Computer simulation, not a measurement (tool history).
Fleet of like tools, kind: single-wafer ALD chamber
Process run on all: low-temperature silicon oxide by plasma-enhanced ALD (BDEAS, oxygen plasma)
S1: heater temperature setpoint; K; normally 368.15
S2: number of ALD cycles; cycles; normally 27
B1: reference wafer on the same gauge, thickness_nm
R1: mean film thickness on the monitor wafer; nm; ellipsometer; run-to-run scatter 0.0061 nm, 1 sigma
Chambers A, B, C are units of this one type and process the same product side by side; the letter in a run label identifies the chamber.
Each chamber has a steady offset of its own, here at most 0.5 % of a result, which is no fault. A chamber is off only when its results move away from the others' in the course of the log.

run 1A day=0.325 | S1=368.15 S2=27 | B1=3.8898 | R1=3.911
run 2C day=0.575 | S1=368.15 S2=27 | B1=3.8906 | R1=3.9512
run 3B day=0.9 | S1=368.15 S2=27 | B1=3.8887 | R1=3.9067
run 4B day=1.192 | S1=368.15 S2=27 | B1=3.8888 | R1=3.9089
run 5C day=1.562 | S1=368.15 S2=24 | B1=3.8863 | R1=3.5058
run 6A day=1.838 | S1=368.15 S2=24 | B1=3.8845 | R1=3.4839
run 7C day=2.05 | S1=368.15 S2=24 | B1=3.8857 | R1=3.4948
run 8A day=2.308 | S1=368.15 S2=27 | B1=3.8867 | R1=3.916
run 9B day=2.588 | S1=368.15 S2=27 | B1=3.8853 | R1=3.8961
run 10A day=3.012 | S1=368.15 S2=27 | B1=3.8854 | R1=3.9167
run 11C day=3.25 | S1=375.15 S2=27 | B1=3.884 | R1=3.8394
run 12B day=3.621 | S1=375.15 S2=27 | B1=3.8843 | R1=3.8192
run 13C day=4 | S1=375.15 S2=27 | B1=3.8829 | R1=3.8528
run 14B day=4.288 | S1=376.15 S2=25 | B1=3.8821 | R1=3.5386
run 15A day=4.596 | S1=376.15 S2=25 | B1=3.8808 | R1=3.5313
run 16B day=4.812 | S1=376.15 S2=25 | B1=3.8817 | R1=3.53
run 17A day=5.229 | S1=378.15 S2=24 | B1=3.8787 | R1=3.3744
run 18C day=5.638 | S1=378.15 S2=24 | B1=3.881 | R1=3.3952
run 19A day=6 | S1=378.15 S2=24 | B1=3.8792 | R1=3.3808
run 20C day=6.208 | S1=358.15 S2=31 | B1=3.8795 | R1=4.677
run 21B day=6.396 | S1=358.15 S2=31 | B1=3.878 | R1=4.6374
run 22C day=6.733 | S1=358.15 S2=31 | B1=3.8768 | R1=4.6701
run 23B day=7.025 | S1=368.15 S2=27 | B1=3.8777 | R1=3.9073
run 24A day=7.367 | S1=368.15 S2=27 | B1=3.876 | R1=3.8961
run 25C day=7.575 | S1=368.15 S2=27 | B1=3.8742 | R1=3.925
run 26B day=7.779 | S1=368.15 S2=27 | B1=3.8763 | R1=3.8996
run 27A day=8.075 | S1=368.15 S2=27 | B1=3.8769 | R1=3.9087
run 28B day=8.267 | S1=360.15 S2=25 | B1=3.8761 | R1=3.7085
run 29C day=8.596 | S1=360.15 S2=25 | B1=3.8763 | R1=3.7364
run 30A day=8.942 | S1=360.15 S2=25 | B1=3.8728 | R1=3.7152
run 31B day=9.242 | S1=368.15 S2=27 | B1=3.8731 | R1=3.8944
run 32C day=9.521 | S1=368.15 S2=27 | B1=3.8736 | R1=3.921
run 33A day=9.942 | S1=368.15 S2=27 | B1=3.8712 | R1=3.9017
run 34A day=10.225 | S1=368.15 S2=27 | B1=3.8721 | R1=3.8815
run 35C day=10.617 | S1=368.15 S2=27 | B1=3.87 | R1=3.9242
run 36B day=11.033 | S1=368.15 S2=27 | B1=3.8708 | R1=3.8948
run 37C day=11.254 | S1=368.15 S2=27 | B1=3.869 | R1=3.9213
run 38B day=11.471 | S1=368.15 S2=27 | B1=3.868 | R1=3.8932
run 39A day=11.746 | S1=368.15 S2=27 | B1=3.8683 | R1=3.9034
run 40C day=12.096 | S1=368.15 S2=27 | B1=3.8671 | R1=3.9143
run 41B day=12.292 | S1=368.15 S2=27 | B1=3.8698 | R1=3.8933
run 42A day=12.571 | S1=368.15 S2=27 | B1=3.8673 | R1=3.8944
run 43C day=12.95 | S1=368.15 S2=27 | B1=3.8674 | R1=3.9148
run 44B day=13.254 | S1=368.15 S2=27 | B1=3.868 | R1=3.8894

The same settings go to every chamber for the next run, one line per chamber below. Forecast the results for each:
run 45A day=13.558 | S1=368.15 S2=22 | R1=?
run 45B day=13.558 | S1=368.15 S2=22 | R1=?
run 45C day=13.558 | S1=368.15 S2=22 | R1=?

run=45A R1=3.179
run=45B R1=3.1646
run=45C R1=3.1929
